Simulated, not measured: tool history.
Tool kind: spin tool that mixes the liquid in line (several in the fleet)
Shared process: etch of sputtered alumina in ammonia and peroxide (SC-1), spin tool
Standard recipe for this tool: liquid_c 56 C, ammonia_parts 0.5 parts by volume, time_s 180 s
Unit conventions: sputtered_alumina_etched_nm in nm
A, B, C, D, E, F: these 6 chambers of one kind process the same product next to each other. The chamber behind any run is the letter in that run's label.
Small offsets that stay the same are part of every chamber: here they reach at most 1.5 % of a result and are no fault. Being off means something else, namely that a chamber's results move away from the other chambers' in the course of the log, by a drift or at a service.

| run | day | liquid_c | ammonia_parts | time_s | read-back film thickness of the sputtered alumina reference wafer, read on the same gauge (nm) | sputtered_alumina_etched_nm |
|---|---|---|---|---|---|---|
| 1F | 0.225 | 56 | 0.5 | 180 | 110.02 | 7.2335 |
| 2B | 0.383 | 56 | 0.5 | 180 | 110.00 | 7.3268 |
| 3A | 0.488 | 56 | 0.5 | 180 | 110.00 | 7.2013 |
| 4D | 0.608 | 56 | 0.5 | 180 | 110.05 | 7.1809 |
|  | 0.717 | chamber C: thermometer replaced |
| 5E | 0.788 | 56 | 0.5 | 180 | 110.04 | 7.1152 |
| 6C | 1.017 | 56 | 0.5 | 180 | 110.02 | 7.1687 |
| 7E | 1.133 | 56 | 0.5 | 180 | 109.99 | 7.1981 |
| 8D | 1.292 | 56 | 0.5 | 180 | 110.00 | 7.1471 |
| 9A | 1.404 | 56 | 0.5 | 180 | 110.03 | 7.1448 |
| 10B | 1.575 | 56 | 0.5 | 180 | 110.03 | 7.2651 |
| 11F | 1.704 | 56 | 0.5 | 120 | 109.96 | 4.8158 |
| 12C | 1.933 | 56 | 0.5 | 120 | 110.03 | 4.7596 |
| 13C | 2.104 | 56 | 0.5 | 120 | 109.98 | 4.7497 |
| 14E | 2.288 | 56 | 0.5 | 120 | 110.03 | 4.7528 |
| 15D | 2.471 | 56 | 0.5 | 120 | 110.01 | 4.7519 |
| 16A | 2.612 | 56 | 0.5 | 120 | 109.97 | 4.7643 |
| 17B | 2.750 | 65 | 0.7 | 180 | 109.96 | 11.9390 |
| 18F | 2.954 | 65 | 0.7 | 180 | 110.04 | 11.8130 |
| 19C | 3.200 | 65 | 0.7 | 180 | 110.04 | 11.7140 |
| 20D | 3.358 | 65 | 0.7 | 180 | 110.01 | 11.8070 |
| 21A | 3.600 | 65 | 0.7 | 180 | 109.99 | 11.5750 |
|  | 3.638 | chamber F: new drum of ammonia solution connected |
| 22F | 3.767 | 65 | 0.7 | 180 | 110.01 | 11.8810 |
| 23E | 4.008 | 56 | 0.5 | 180 | 110.03 | 7.1576 |
| 24B | 4.233 | 56 | 0.5 | 180 | 110.02 | 7.2847 |
| 25F | 4.442 | 56 | 0.5 | 180 | 110.00 | 7.2288 |
|  | 4.454 | chamber F: thermometer replaced |
| 26D | 4.562 | 56 | 0.5 | 180 | 109.96 | 7.1267 |
| 27E | 4.704 | 56 | 0.5 | 180 | 109.98 | 7.1259 |
| 28C | 4.933 | 56 | 0.5 | 180 | 110.00 | 7.1724 |
|  | 5.029 | chamber D: new drum of ammonia solution connected |
| 29A | 5.171 | 56 | 0.5 | 180 | 109.99 | 7.1415 |
| 30B | 5.325 | 56 | 0.5 | 180 | 109.94 | 7.2938 |
| 31B | 5.554 | 56 | 0.5 | 180 | 110.00 | 7.2672 |
| 32A | 5.762 | 56 | 0.3 | 180 | 110.00 | 6.8359 |
| 33C | 5.992 | 56 | 0.3 | 180 | 110.00 | 6.8165 |
| 34F | 6.133 | 56 | 0.3 | 180 | 110.05 | 6.8755 |
| 35E | 6.275 | 56 | 0.3 | 180 | 109.99 | 6.7926 |
| 36D | 6.421 | 56 | 0.3 | 180 | 110.00 | 6.7725 |
| 37D | 6.592 | 56 | 0.3 | 180 | 110.02 | 6.7939 |
| 38A | 6.833 | 56 | 0.5 | 180 | 109.96 | 7.1737 |

The same settings go to every chamber for the next run, one line per chamber below. Forecast the results for each:
| 39A | 7.008 | 64 | 0.5 | 180 |  | ? |
| 39B | 7.008 | 64 | 0.5 | 180 |  | ? |
| 39C | 7.008 | 64 | 0.5 | 180 |  | ? |
| 39D | 7.008 | 64 | 0.5 | 180 |  | ? |
| 39E | 7.008 | 64 | 0.5 | 180 |  | ? |
| 39F | 7.008 | 64 | 0.5 | 180 |  | ? |

| run | sputtered_alumina_etched_nm |
|---|---|
| 39A | 10.7340 |
| 39B | 10.9380 |
| 39C | 10.7690 |
| 39D | 10.8320 |
| 39E | 10.8230 |
| 39F | 10.8310 |
